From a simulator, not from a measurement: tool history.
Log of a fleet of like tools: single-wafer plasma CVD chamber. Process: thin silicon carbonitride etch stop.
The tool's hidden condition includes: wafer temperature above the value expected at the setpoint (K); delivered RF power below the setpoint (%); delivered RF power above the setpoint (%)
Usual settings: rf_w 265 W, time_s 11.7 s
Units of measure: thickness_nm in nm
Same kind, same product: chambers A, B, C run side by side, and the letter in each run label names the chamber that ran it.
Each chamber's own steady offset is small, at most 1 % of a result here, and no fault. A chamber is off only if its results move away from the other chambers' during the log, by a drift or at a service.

run,day,rf_w,time_s,hours since the last thermocouple change,hours since the last RF generator calibration,"read-back reference wafer on the same gauge, thickness_nm",thickness_nm
1B,0.333,265,11.7,2059.5,1001.9,6.1695,7.3009
2C,0.829,265,11.7,852.9,409.6,6.1720,7.2097
3A,1.312,265,11.7,1653.4,708.2,6.1707,7.1954
4A,1.842,265,11.7,1666.1,720.9,6.1710,7.1857
5C,2.179,265,11.7,885.3,442.0,6.1696,7.1942
6B,2.450,265,11.7,2110.3,1052.7,6.1677,7.2612
7A,2.992,295,13.9,1693.7,748.5,6.1683,8.7858
8B,3.300,295,13.9,2130.7,1073.1,6.1709,8.9455
9C,3.867,295,13.9,925.8,482.5,6.1763,8.8437
10A,4.192,265,11.7,1722.5,777.3,6.1706,7.1796
11B,4.546,265,11.7,2160.6,1103.0,6.1710,7.2886
12C,4.804,265,11.7,948.3,505.0,6.1702,7.2058
13C,5.196,265,11.7,957.7,514.4,6.1698,7.1901
14B,5.729,265,11.7,2189.0,1131.4,6.1684,7.2683
# day 5.879: chamber B: thermocouple changed; heater temperature recalibrated
15A,6.033,265,11.7,1766.7,821.5,6.1677,7.1637
# day 6.262: chamber B: RF generator calibrated
16A,6.517,265,11.7,1778.3,833.1,6.1705,7.1489
17C,7.042,265,11.7,1002.0,558.7,6.1690,7.1920
18B,7.317,265,11.7,34.6,25.4,6.1669,7.2792
19C,7.692,265,11.7,1017.6,574.3,6.1675,7.1939
20B,8.033,265,11.7,51.8,42.6,6.1704,7.2596
21A,8.571,265,11.7,1827.6,882.4,6.1732,7.1203
22B,8.875,265,11.7,72.0,62.8,6.1666,7.2717
23C,9.433,265,11.7,1059.4,616.1,6.1714,7.2333
# day 9.512: chamber A: thermocouple changed; heater temperature recalibrated
24A,9.912,265,11.7,9.6,914.6,6.1700,7.1391
25C,10.471,230,9.6,1084.3,641.0,6.1712,5.6730
26B,10.800,230,9.6,118.2,109.0,6.1660,5.7342
27A,11.350,230,9.6,44.1,949.1,6.1716,5.6118
28C,11.817,265,11.7,1116.6,673.3,6.1700,7.2023
29B,12.083,265,11.7,149.0,139.8,6.1669,7.2831
30A,12.346,265,11.7,68.0,973.0,6.1719,7.1013
31C,12.908,265,13.9,1142.8,699.5,6.1705,8.5837
32A,13.438,265,13.9,94.2,999.2,6.1702,8.4223
33B,13.712,265,13.9,188.1,178.9,6.1685,8.6438
34A,14.033,265,11.7,108.5,1013.5,6.1700,7.0620
35B,14.521,265,12.7,207.5,198.3,6.1680,7.8832
36C,14.938,265,12.7,1191.5,748.2,6.1699,7.8426
37A,15.196,265,12.7,136.4,1041.4,6.1677,7.6355
38B,15.496,225,11.7,230.9,221.7,6.1700,6.8989
39C,15.854,225,11.7,1213.5,770.2,6.1702,6.8699
40C,16.233,225,11.7,1222.6,779.3,6.1713,6.8644
41B,16.688,265,11.7,259.5,250.3,6.1685,7.2736
42A,17.038,315,11.7,180.6,1085.6,6.1686,7.3892

The same settings go to every chamber for the next run, one line per chamber below. Forecast the results for each:
43A,17.446,265,11.7,,,,?
43B,17.446,265,11.7,,,,?
43C,17.446,265,11.7,,,,?

run,thickness_nm
43A,7.0052
43B,7.2604
43C,7.2035

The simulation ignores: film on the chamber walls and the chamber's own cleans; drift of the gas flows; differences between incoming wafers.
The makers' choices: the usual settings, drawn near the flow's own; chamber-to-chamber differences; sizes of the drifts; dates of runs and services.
